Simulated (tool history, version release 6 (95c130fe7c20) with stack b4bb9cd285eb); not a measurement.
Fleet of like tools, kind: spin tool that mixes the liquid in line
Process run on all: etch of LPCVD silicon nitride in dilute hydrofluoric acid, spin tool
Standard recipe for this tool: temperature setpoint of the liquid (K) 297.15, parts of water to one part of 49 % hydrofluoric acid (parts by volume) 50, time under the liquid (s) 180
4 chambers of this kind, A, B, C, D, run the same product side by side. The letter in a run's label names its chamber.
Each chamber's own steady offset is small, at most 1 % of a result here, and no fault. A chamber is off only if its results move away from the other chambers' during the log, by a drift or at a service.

run,hour,temperature setpoint of the liquid (K),parts of water to one part of 49 % hydrofluoric acid (parts by volume),time under the liquid (s),"read-back film thickness of the LPCVD silicon nitride reference wafer, read on the same gauge (nm)",thickness taken off the LPCVD silicon nitride on a monitor wafer (nm)
1C,5,297.15,50,180,139.96,1.7406
2A,8.8,297.15,50,180,140,1.7823
3D,12.5,297.15,50,180,139.99,1.8053
4B,15.1,297.15,50,180,139.98,1.7466
5B,18.9,297.15,50,180,139.99,1.744
6D,22.7,297.15,50,180,139.97,1.8047
7C,25.1,297.15,50,180,139.96,1.762
8A,28,297.15,50,180,140.07,1.7262
9D,31.2,297.15,50,180,140.03,1.8197
10B,35.5,297.15,50,180,140,1.7368
11C,37.9,297.15,50,180,139.95,1.7713
12A,40.9,297.15,50,180,140.05,1.787
13B,44.7,297.15,50,180,140.02,1.7096
14D,48.8,297.15,50,180,140.02,1.8034
15A,51.6,297.15,50,180,140.02,1.6777
# hour 56.3: chamber C: hydrofluoric acid flow meter replaced
16C,56.8,297.15,50,180,140,1.7342
17A,61.5,300.15,50,180,140,2.0959
18B,64.6,300.15,50,180,140,2.1747
19D,69,300.15,50,180,140,2.1989
20C,71.9,300.15,50,180,139.99,2.1412
21B,75.3,297.15,50,180,140.02,1.7864
22D,80.4,297.15,50,180,139.97,1.8106
23C,84,297.15,50,180,140.01,1.7755
24A,87.8,297.15,50,180,140,1.6495
25B,90.4,295.65,75,180,140,1.0477
26D,93.9,295.65,75,180,140.03,1.1189
27C,98.9,295.65,75,180,139.99,1.061
28A,103.9,295.65,75,180,139.97,0.95505

All chambers now run identical settings, listed one chamber a line with results as question marks. What results will each chamber show?
29A,107.8,297.15,50,180,,?
29B,107.8,297.15,50,180,,?
29C,107.8,297.15,50,180,,?
29D,107.8,297.15,50,180,,?

run,thickness taken off the LPCVD silicon nitride on a monitor wafer (nm)
29A,1.562
29B,1.7472
29C,1.7765
29D,1.8305
